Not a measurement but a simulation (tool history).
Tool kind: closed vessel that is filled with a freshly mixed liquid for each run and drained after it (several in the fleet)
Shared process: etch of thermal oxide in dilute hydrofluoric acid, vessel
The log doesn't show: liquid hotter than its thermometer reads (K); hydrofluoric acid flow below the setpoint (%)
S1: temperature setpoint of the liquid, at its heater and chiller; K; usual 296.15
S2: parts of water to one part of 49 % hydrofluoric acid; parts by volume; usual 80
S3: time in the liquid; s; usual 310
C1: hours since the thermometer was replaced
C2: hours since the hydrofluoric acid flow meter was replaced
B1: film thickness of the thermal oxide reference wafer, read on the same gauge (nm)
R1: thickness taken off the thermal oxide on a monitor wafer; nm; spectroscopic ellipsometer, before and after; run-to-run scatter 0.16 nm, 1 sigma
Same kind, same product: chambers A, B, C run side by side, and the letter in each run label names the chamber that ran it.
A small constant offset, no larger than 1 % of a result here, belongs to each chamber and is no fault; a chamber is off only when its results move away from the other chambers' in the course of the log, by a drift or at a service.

run   hour      S1   S2   S3      C1      C2      B1       R1
 1A    2.6  296.15   80  310  1757.7  1181.7  29.945  18.1650
 2B    5.8  296.15   80  310   228.6   113.2  30.007  18.1180
 3C    8.8  296.15   80  310   464.0   857.8  29.990  18.0640
 4C   13.3  296.15   80  310   468.5   862.3  30.020  18.0010
 5A   16.0  296.15   80  310  1771.1  1195.1  29.977  18.1110
 6B   19.3  296.15   80  310   242.1   126.7  29.969  18.1070
 7A   22.9  296.15   80  310  1778.0  1202.0  29.977  18.0820
 8B   27.2  296.15   80  310   250.0   134.6  30.034  17.9940
 9C   29.9  292.65  120  310   485.1   878.9  30.014   9.9905
10C   34.0  292.65  120  310   489.2   883.0  29.982  10.0540
11A   37.5  292.65  120  310  1792.6  1216.6  29.966  10.0640
12B   40.5  296.15   80  310   263.3   147.9  30.026  18.0260
13C   44.7  296.15   80  310   499.9   893.7  30.025  17.9150
14A   47.8  296.15   80  310  1802.9  1226.9  29.981  17.9940
15B   52.2  296.15   65  215   275.0   159.6  29.999  15.7500
16C   55.2  296.15   65  215   510.4   904.2  30.035  15.8920
17B   59.3  296.15   65  215   282.1   166.7  30.022  15.7300
18A   62.3  296.15   80  310  1817.4  1241.4  29.948  18.0760
19C   66.2  296.15   80  310   521.4   915.2  29.970  17.8260
20A   70.6  293.15   45  310  1825.7  1249.7  30.044  29.8540
21B   73.5  293.15   45  310   296.3   180.9  29.978  29.4850
22C   75.8  293.15   45  310   531.0   924.8  30.038  28.3090
23B   79.9  296.15   80  310   302.7   187.3  30.025  18.2970
24A   83.6  296.15   80  310  1838.7  1262.7  29.970  18.1500
25A   86.6  296.15   80  310  1841.7  1265.7  29.981  18.3110
26B   89.5  296.15   80  310   312.3   196.9  30.000  18.0630
27C   91.7  296.15   80  310   546.9   940.7  29.996  17.0030
28A   94.4  296.15   80  310  1849.5  1273.5  30.009  18.3730
29C   98.2  296.15   80  310   553.4   947.2  30.006  17.1080
30B  102.5  296.15   80  310   325.3   209.9  30.002  18.1800
31A  104.6  296.15   80  310  1859.7  1283.7  30.017  18.1760
32C  107.3  296.15   80  310   562.5   956.3  30.045  16.8040
33B  110.1  296.15   80  310   332.9   217.5  30.029  17.9610
34C  114.3  296.15   80  310   569.5   963.3  30.012  16.6180
35B  117.1  296.15   80  310   339.9   224.5  30.034  18.0620
36A  120.5  296.15   80  310  1875.6  1299.6  29.996  18.1490
37A  124.3  296.15   80  310  1879.4  1303.4  30.039  18.2460
38B  127.6  296.15   80  310   350.4   235.0  29.977  18.2780
39C  132.2  296.15   80  310   587.4   981.2  29.975  16.7550
40C  135.8  296.15   80  310   591.0   984.8  30.053  16.4930
41B  140.3  298.65   55  310   363.1   247.7  29.969  29.9860
42A  142.7  298.65   55  310  1897.8  1321.8  29.988  30.4160

Next, every chamber runs the same settings. What will each give?
43A  145.9  296.15  110  310               ?
43B  145.9  296.15  110  310               ?
43C  145.9  296.15  110  310               ?

run       R1
43A  12.6940
43B  12.7040
43C  11.5050
